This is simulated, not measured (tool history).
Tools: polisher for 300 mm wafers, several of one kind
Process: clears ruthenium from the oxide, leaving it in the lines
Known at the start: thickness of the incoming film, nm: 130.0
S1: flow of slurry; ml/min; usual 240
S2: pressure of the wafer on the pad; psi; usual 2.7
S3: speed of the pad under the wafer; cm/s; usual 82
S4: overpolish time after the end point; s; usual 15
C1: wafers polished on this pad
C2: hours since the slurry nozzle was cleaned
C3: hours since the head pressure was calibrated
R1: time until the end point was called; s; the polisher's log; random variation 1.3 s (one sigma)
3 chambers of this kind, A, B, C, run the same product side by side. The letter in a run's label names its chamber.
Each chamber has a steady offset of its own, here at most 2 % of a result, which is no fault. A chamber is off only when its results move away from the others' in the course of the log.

-- hour=0.9 chamber A: slurry nozzle cleaned
run 1A hour=4.4 | S1=240 S2=2.7 S3=82 S4=15 | C1=699 C2=3.6 C3=1243.6 | R1=95.878
run 2B hour=7.5 | S1=240 S2=2.7 S3=82 S4=15 | C1=502 C2=229.7 C3=425.9 | R1=97.669
run 3C hour=10.1 | S1=240 S2=2.7 S3=82 S4=15 | C1=373 C2=329.6 C3=286.8 | R1=97.123
run 4B hour=14.2 | S1=240 S2=2.7 S3=82 S4=15 | C1=555 C2=236.4 C3=432.6 | R1=94.803
-- hour=17.1 chamber A: head pressure recalibrated
run 5C hour=17.3 | S1=240 S2=2.7 S3=82 S4=15 | C1=429 C2=336.8 C3=294.0 | R1=97.629
run 6A hour=22.0 | S1=240 S2=3.3 S3=82 S4=8 | C1=836 C2=21.2 C3=4.9 | R1=79.840
-- hour=22.6 chamber C: worn pad replaced by a new one
run 7B hour=25.1 | S1=240 S2=3.3 S3=82 S4=8 | C1=640 C2=247.3 C3=443.5 | R1=78.135
run 8C hour=28.0 | S1=240 S2=3.3 S3=82 S4=8 | C1=42 C2=347.5 C3=304.7 | R1=80.465
run 9A hour=33.6 | S1=240 S2=2.7 S3=82 S4=15 | C1=927 C2=32.8 C3=16.5 | R1=97.890
run 10C hour=37.9 | S1=240 S2=2.7 S3=82 S4=15 | C1=120 C2=357.4 C3=314.6 | R1=98.619
run 11A hour=41.9 | S1=240 S2=2.7 S3=82 S4=15 | C1=992 C2=41.1 C3=24.8 | R1=96.983
run 12B hour=47.5 | S1=240 S2=2.7 S3=82 S4=15 | C1=815 C2=269.7 C3=465.9 | R1=98.834
-- hour=50.0 chamber A: worn pad replaced by a new one
run 13A hour=51.8 | S1=240 S2=2.7 S3=82 S4=15 | C1=14 C2=51.0 C3=34.7 | R1=97.567
run 14B hour=56.8 | S1=240 S2=2.7 S3=82 S4=15 | C1=888 C2=279.0 C3=475.2 | R1=96.469
run 15C hour=62.6 | S1=240 S2=2.7 S3=82 S4=15 | C1=313 C2=382.1 C3=339.3 | R1=94.821
run 16B hour=67.9 | S1=240 S2=2.7 S3=82 S4=15 | C1=975 C2=290.1 C3=486.3 | R1=95.871
run 17C hour=72.3 | S1=240 S2=2.7 S3=82 S4=15 | C1=388 C2=391.8 C3=349.0 | R1=97.208
run 18A hour=75.3 | S1=240 S2=2.7 S3=82 S4=15 | C1=198 C2=74.5 C3=58.2 | R1=99.267
run 19B hour=78.1 | S1=240 S2=2.7 S3=82 S4=15 | C1=1054 C2=300.3 C3=496.5 | R1=96.240
run 20A hour=80.8 | S1=240 S2=2.7 S3=82 S4=15 | C1=241 C2=80.0 C3=63.7 | R1=97.580
run 21C hour=85.0 | S1=240 S2=2.7 S3=82 S4=15 | C1=488 C2=404.5 C3=361.7 | R1=98.880
-- hour=89.3 chamber C: worn pad replaced by a new one
run 22B hour=89.8 | S1=240 S2=2.7 S3=82 S4=15 | C1=1146 C2=312.0 C3=508.2 | R1=94.141
run 23A hour=94.3 | S1=240 S2=2.7 S3=82 S4=15 | C1=346 C2=93.5 C3=77.2 | R1=97.372
run 24C hour=98.0 | S1=240 S2=2.7 S3=82 S4=15 | C1=68 C2=417.5 C3=374.7 | R1=96.908
run 25B hour=100.6 | S1=240 S2=2.7 S3=82 S4=15 | C1=1230 C2=322.8 C3=519.0 | R1=97.226
-- hour=101.4 chamber B: worn pad replaced by a new one
run 26A hour=106.2 | S1=240 S2=2.7 S3=82 S4=15 | C1=439 C2=105.4 C3=89.1 | R1=96.843
run 27C hour=109.6 | S1=240 S2=2.7 S3=82 S4=15 | C1=158 C2=429.1 C3=386.3 | R1=99.954
run 28C hour=112.5 | S1=240 S2=2.7 S3=82 S4=15 | C1=181 C2=432.0 C3=389.2 | R1=97.577
run 29B hour=115.8 | S1=240 S2=2.7 S3=82 S4=15 | C1=112 C2=338.0 C3=534.2 | R1=97.033
run 30A hour=119.7 | S1=240 S2=2.7 S3=82 S4=15 | C1=545 C2=118.9 C3=102.6 | R1=98.302
run 31B hour=122.3 | S1=240 S2=2.7 S3=82 S4=15 | C1=163 C2=344.5 C3=540.7 | R1=95.731
run 32A hour=125.7 | S1=240 S2=1.9 S3=82 S4=22 | C1=592 C2=124.9 C3=108.6 | R1=138.980
run 33C hour=129.4 | S1=240 S2=1.9 S3=82 S4=22 | C1=313 C2=448.9 C3=406.1 | R1=139.950

What goes on in this fleet: one chamber off, a drifting gauge, or nothing beyond the chambers' own small offsets? Name the chamber and the cause, if any.

No chamber stands off beyond its own small offset, and the gauge holds steady.
